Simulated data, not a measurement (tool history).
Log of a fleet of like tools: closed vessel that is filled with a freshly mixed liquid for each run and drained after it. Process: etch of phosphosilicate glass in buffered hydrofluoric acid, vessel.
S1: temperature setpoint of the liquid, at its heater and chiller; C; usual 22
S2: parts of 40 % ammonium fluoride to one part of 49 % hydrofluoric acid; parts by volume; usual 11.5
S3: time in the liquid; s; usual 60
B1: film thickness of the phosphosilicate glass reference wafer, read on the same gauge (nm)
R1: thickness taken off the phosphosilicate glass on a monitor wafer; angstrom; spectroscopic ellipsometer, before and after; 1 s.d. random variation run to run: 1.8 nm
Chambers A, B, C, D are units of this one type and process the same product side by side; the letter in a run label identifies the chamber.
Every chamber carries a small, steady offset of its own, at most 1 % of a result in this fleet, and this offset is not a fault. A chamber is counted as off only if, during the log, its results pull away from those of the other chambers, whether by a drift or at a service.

run   hour  S1    S2  S3      B1      R1
 1C    8.9  22  11.5  60  80.007  1912.1
 2D   17.3  22  11.5  60  79.992  1916.9
 3A   22.5  22  11.5  60  79.977  1957.6
 4B   28.5  22  11.5  60  80.004  1940.6
 5C   35.2  22  11.5  60  80.013  1901.0
      39.7  -- chamber C: hydrofluoric acid flow meter replaced
 6A   45.0  22  11.5  60  80.023  1944.0
 7B   52.1  22  11.5  60  80.004  1937.1
 8D   58.8  22  11.5  60  80.001  1952.2
 9A   67.4  22  11.5  60  79.987  1926.5
10B   74.8  22  11.5  60  80.009  1980.5
11D   80.3  22  11.5  60  80.004  1948.2
12C   85.0  22  11.5  60  79.992  1896.1
13B   91.5  22  11.5  60  80.018  1956.4
14C   97.3  22  11.5  60  79.995  1897.6
15A  102.5  25  11.5  60  79.993  2260.8
16D  108.7  25  11.5  60  79.981  2278.3
17D  117.3  25  11.5  60  80.001  2276.8
18B  125.1  25  11.5  60  79.999  2309.6
19A  130.3  22  10.0  30  79.984  1124.2
20C  135.4  22  10.0  30  80.015  1098.6
21D  141.0  22  10.0  30  79.981  1106.8
22B  151.0  22  10.0  30  79.974  1077.7
23C  155.6  20  13.0  60  79.979  1501.5
24A  161.5  20  13.0  60  80.004  1552.5
25B  171.2  20  13.0  60  79.996  1482.4
26C  179.6  20  13.0  60  79.965  1518.9
27A  184.3  22  11.5  60  80.001  1931.3
28D  192.6  22  11.5  60  80.012  1940.8
29B  201.7  22  11.5  60  79.993  1830.5
30C  209.0  22  11.5  60  80.022  1920.2
31D  214.0  22  11.5  60  80.001  1919.5
32A  219.6  22  11.5  60  79.994  1918.4
33B  224.2  20  11.5  80  80.030  2151.6
34D  229.8  20  11.5  80  80.015  2337.8
35C  238.3  20  11.5  80  79.985  2275.8
36A  244.4  20  11.5  80  79.985  2288.9
37A  249.4  22  11.5  60  80.002  1928.2

Each of the 4 chambers runs these same settings next. Fill in every chamber's results:
38A  256.6  22  11.5  60       ?
38B  256.6  22  11.5  60       ?
38C  256.6  22  11.5  60       ?
38D  256.6  22  11.5  60       ?

run      R1
38A  1939.4
38B  1743.5
38C  1889.2
38D  1971.7
